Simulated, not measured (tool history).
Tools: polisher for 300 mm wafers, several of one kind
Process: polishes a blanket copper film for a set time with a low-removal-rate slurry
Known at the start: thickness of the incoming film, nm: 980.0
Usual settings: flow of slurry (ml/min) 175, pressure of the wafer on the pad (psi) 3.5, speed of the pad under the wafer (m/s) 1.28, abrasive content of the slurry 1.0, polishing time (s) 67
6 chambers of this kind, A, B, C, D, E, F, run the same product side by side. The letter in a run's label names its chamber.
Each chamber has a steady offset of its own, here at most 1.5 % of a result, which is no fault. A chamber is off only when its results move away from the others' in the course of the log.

run   hour  flow of slurry (ml/min)  pressure of the wafer on the pad (psi)  speed of the pad under the wafer (m/s)  abrasive content of the slurry  polishing time (s)  film removed (angstrom)
       7.5  -- chamber A: worn pad replaced by a new one
 1F   10.7                      175                                     3.5                                    1.28                             1.0                  67                   2644.1
      15.3  -- chamber F: slurry blender recalibrated
 2B   20.6                      175                                     3.5                                    1.28                             1.0                  67                   2635.6
      24.5  -- chamber A: head pressure recalibrated
 3C   35.5                      175                                     3.5                                    1.28                             1.0                  67                   2601.3
 4E   47.0                      175                                     3.5                                    1.28                             1.0                  67                   2595.5
 5D   62.9                      175                                     3.5                                    1.28                             1.0                  67                   2630.0
      63.3  -- chamber E: slurry blender recalibrated
      74.0  -- chamber C: worn pad replaced by a new one
 6A   75.9                      175                                     3.5                                    1.28                             1.0                  67                   2639.1
      79.7  -- chamber D: worn pad replaced by a new one
 7F   86.6                      175                                     3.5                                    1.28                             1.0                  67                   2613.8
      92.4  -- chamber F: worn pad replaced by a new one
      93.9  -- chamber E: worn pad replaced by a new one
 8C  101.5                      195                                     3.5                                    0.96                             1.0                  67                   1987.1
     109.4  -- chamber D: slurry blender recalibrated
 9B  112.8                      195                                     3.5                                    0.96                             1.0                  67                   1978.3
     112.9  -- chamber B: worn pad replaced by a new one
10A  126.0                      195                                     3.5                                    0.96                             1.0                  67                   2045.4
11D  141.4                      195                                     3.5                                    0.96                             1.0                  67                   2046.3
     144.0  -- chamber A: worn pad replaced by a new one
     150.8  -- chamber B: slurry nozzle cleaned
12E  154.3                      195                                     3.5                                    0.96                             1.0                  67                   1986.4
     163.7  -- chamber C: worn pad replaced by a new one
     164.6  -- chamber C: slurry blender recalibrated
     164.8  -- chamber E: slurry blender recalibrated
13D  165.2                      195                                     3.5                                    0.96                             1.0                  67                   2051.2
14B  174.2                      175                                     3.5                                    1.28                             1.0                  89                   3564.6
     176.2  -- chamber F: slurry nozzle cleaned
     182.0  -- chamber A: slurry blender recalibrated
15A  186.7                      175                                     3.5                                    1.28                             1.0                  89                   3570.4
     193.0  -- chamber A: slurry nozzle cleaned
     199.8  -- chamber E: worn pad replaced by a new one
16E  201.0                      175                                     3.5                                    1.28                             1.0                  89                   3510.4
     201.7  -- chamber D: worn pad replaced by a new one
17F  208.6                      175                                     3.5                                    1.28                             1.0                  89                   3581.6
18C  216.3                      175                                     3.5                                    1.28                             1.0                  89                   3448.0
     230.0  -- chamber B: worn pad replaced by a new one
19D  230.5                      175                                     3.5                                    1.28                             1.0                  89                   3487.9
     232.0  -- chamber F: worn pad replaced by a new one
20B  244.0                      175                                     3.5                                    1.28                             1.0                  67                   2668.6
     251.6  -- chamber C: worn pad replaced by a new one
     254.2  -- chamber A: worn pad replaced by a new one
21C  256.8                      175                                     3.5                                    1.28                             1.0                  67                   2610.4
     261.0  -- chamber B: slurry blender recalibrated
22E  271.5                      175                                     4.1                                    0.86                             1.0                  67                   2093.1
     275.9  -- chamber D: slurry blender recalibrated
23A  285.1                      175                                     4.1                                    0.86                             1.0                  67                   2094.2
     295.6  -- chamber E: slurry blender recalibrated
24F  297.4                      175                                     4.1                                    0.86                             1.0                  67                   2164.5
     311.0  -- chamber D: worn pad replaced by a new one
25A  312.4                      175                                     4.1                                    0.86                             1.0                  67                   2101.7
     315.8  -- chamber E: worn pad replaced by a new one
26D  321.0                      175                                     4.1                                    0.86                             1.0                  67                   2115.5
27B  329.9                      175                                     4.1                                    0.86                             1.0                  67                   2099.4
     338.6  -- chamber B: worn pad replaced by a new one
     339.0  -- chamber F: slurry blender recalibrated
28C  340.7                      175                                     3.5                                    1.28                             1.0                  67                   2617.7
     343.9  -- chamber F: worn pad replaced by a new one
     345.2  -- chamber C: worn pad replaced by a new one
29F  350.5                      175                                     3.5                                    1.28                             1.0                  67                   2781.9
     360.6  -- chamber A: worn pad replaced by a new one
30E  365.6                      175                                     2.9                                    1.44                             1.0                  67                   2493.6
31B  375.6                      175                                     2.9                                    1.44                             1.0                  67                   2453.6
     376.6  -- chamber E: head pressure recalibrated
     379.1  -- chamber B: slurry nozzle cleaned
     383.5  -- chamber C: head pressure recalibrated
32E  388.8                      175                                     2.9                                    1.44                             1.0                  67                   2410.9
33A  400.2                      175                                     2.9                                    1.44                             1.0                  67                   2513.9
     402.9  -- chamber E: worn pad replaced by a new one
     403.0  -- chamber C: slurry blender recalibrated
34D  409.3                      175                                     2.9                                    1.44                             1.0                  67                   2480.1
     411.5  -- chamber E: slurry nozzle cleaned
     411.9  -- chamber D: slurry blender recalibrated
     415.8  -- chamber E: slurry blender recalibrated
35C  416.6                      175                                     2.9                                    1.44                             1.0                  67                   2444.3
     419.1  -- chamber D: worn pad replaced by a new one
     420.9  -- chamber D: slurry nozzle cleaned
36F  429.9                      175                                     3.5                                    1.28                             1.0                  67                   2853.5
     432.4  -- chamber C: worn pad replaced by a new one
     433.7  -- chamber C: slurry nozzle cleaned
37F  444.1                      175                                     3.5                                    1.28                             1.0                  67                   2852.1
38B  451.9                      175                                     3.5                                    1.28                             1.0                  67                   2665.7
39D  463.1                      175                                     3.5                                    1.28                             0.8                  67                   2555.9
40A  474.8                      175                                     3.5                                    1.28                             0.8                  67                   2515.4
41C  482.6                      175                                     3.5                                    1.28                             0.8                  67                   2516.9
42E  496.4                      175                                     3.5                                    1.28                             0.8                  67                   2521.1
43E  510.8                      175                                     3.5                                    1.28                             0.8                  67                   2507.7

What goes on in this fleet: one chamber off, a drifting gauge, or nothing beyond the chambers' own small offsets? Name the chamber and the cause, if any.

Chamber F drifts away from the others.
Cause: head's pressure above its setpoint, % = 11.7.

Here are 4 candidates for chamber F's next run, each the usual settings with a change, their results left as question marks. Which one brings its results back in line with what the others give on the usual settings?
In line means no further than this from the other chambers' mean on the usual settings: film removed (angstrom) 74.0
44F-1  522.2                      180                                     4.2                                    1.28                             1.0                  67                        ?
44F-2  522.2                      170                                     3.5                                    1.28                             1.0                  56                        ?
44F-3  522.2                      175                                     3.5                                    1.42                             1.0                  67                        ?
44F-4  522.2                      105                                     3.5                                    1.28                             1.0                  67                        ?

The other chambers' mean on the usual settings: film removed (angstrom) 2637.2
  run  film removed (angstrom)
44F-1                   3537.5
44F-2                   2447.8
44F-3                   3262.9
44F-4                   2652.0
44F-4 brings the chamber back in line.
